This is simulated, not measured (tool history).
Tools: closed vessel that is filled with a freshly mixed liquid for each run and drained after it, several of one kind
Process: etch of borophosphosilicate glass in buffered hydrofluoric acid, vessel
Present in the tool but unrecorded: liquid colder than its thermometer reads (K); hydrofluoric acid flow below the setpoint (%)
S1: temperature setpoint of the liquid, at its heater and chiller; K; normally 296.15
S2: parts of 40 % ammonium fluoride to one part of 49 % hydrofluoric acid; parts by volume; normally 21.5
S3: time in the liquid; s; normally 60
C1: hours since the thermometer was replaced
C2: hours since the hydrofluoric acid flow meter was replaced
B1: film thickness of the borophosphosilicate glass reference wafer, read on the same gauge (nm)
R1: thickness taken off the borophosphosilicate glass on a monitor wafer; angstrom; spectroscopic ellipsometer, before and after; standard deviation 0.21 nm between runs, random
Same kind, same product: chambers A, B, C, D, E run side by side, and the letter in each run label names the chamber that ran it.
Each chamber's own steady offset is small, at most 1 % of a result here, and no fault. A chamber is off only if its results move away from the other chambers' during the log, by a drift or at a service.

run   hour      S1    S2  S3      C1      C2       B1      R1
 1E    8.0  296.15  21.5  60   581.1   530.6  100.060  486.15
 2D   17.0  296.15  21.5  60  2058.1   326.8   99.977  492.13
 3C   22.7  296.15  21.5  60  2283.7   584.9  100.010  494.14
 4A   27.1  296.15  21.5  60  1189.3  1089.3   99.999  490.62
 5B   33.9  296.15  21.5  60   915.1  1436.6  100.010  494.10
 6D   38.4  296.15  21.5  60  2079.5   348.2  100.050  488.89
 7E   48.0  296.15  21.5  60   621.1   570.6  100.010  487.12
 8B   55.7  296.15  21.5  60   936.9  1458.4   99.974  492.35
 9A   62.8  296.15  21.5  60  1225.0  1125.0  100.060  488.41
10C   70.8  296.15  21.5  60  2331.8   633.0  100.040  491.98
      71.8  -- chamber E: hydrofluoric acid flow meter replaced
11B   79.8  294.15  27.5  60   961.0  1482.5   99.999  372.39
12C   85.7  294.15  27.5  60  2346.7   647.9   99.969  373.50
13D   91.8  294.15  27.5  60  2132.9   401.6  100.010  369.42
14E   96.1  294.15  27.5  60   669.2    24.4  100.010  371.01
15A  101.7  294.15  27.5  60  1263.9  1163.9   99.998  372.83
16B  107.6  296.15  19.0  75   988.8  1510.3  100.010  682.23
17E  116.5  296.15  19.0  75   689.6    44.8   99.984  682.34
18A  124.1  296.15  19.0  75  1286.3  1186.3   99.972  678.56
19C  132.6  296.15  19.0  75  2393.6   694.8   99.986  685.75
20D  138.9  296.15  19.0  75  2180.0   448.7  100.000  678.67
21E  145.9  296.15  21.5  60   719.0    74.2   99.977  488.89
22A  154.3  296.15  21.5  60  1316.5  1216.5  100.030  490.40
23C  162.8  296.15  21.5  60  2423.8   725.0  100.040  494.45
24B  169.0  296.15  21.5  60  1050.2  1571.7   99.999  491.57
25D  175.0  296.15  21.5  60  2216.1   484.8   99.998  490.19
26A  182.8  296.15  21.5  60  1345.0  1245.0   99.981  487.03
27E  190.2  296.15  21.5  60   763.3   118.5   99.990  488.70
28C  196.8  296.15  21.5  60  2457.8   759.0   99.977  489.30
29B  206.4  296.15  21.5  60  1087.6  1609.1   99.979  491.12
30D  213.3  296.15  21.5  60  2254.4   523.1   99.980  492.26
31B  222.4  296.15  21.5  60  1103.6  1625.1   99.927  493.25

Next, all 5 chambers run the settings below, one line each with question marks for the results. What does each chamber give?
32A  229.4  296.15  21.5  60               ?
32B  229.4  296.15  21.5  60               ?
32C  229.4  296.15  21.5  60               ?
32D  229.4  296.15  21.5  60               ?
32E  229.4  296.15  21.5  60               ?

run      R1
32A  489.27
32B  491.34
32C  491.18
32D  488.77
32E  488.66
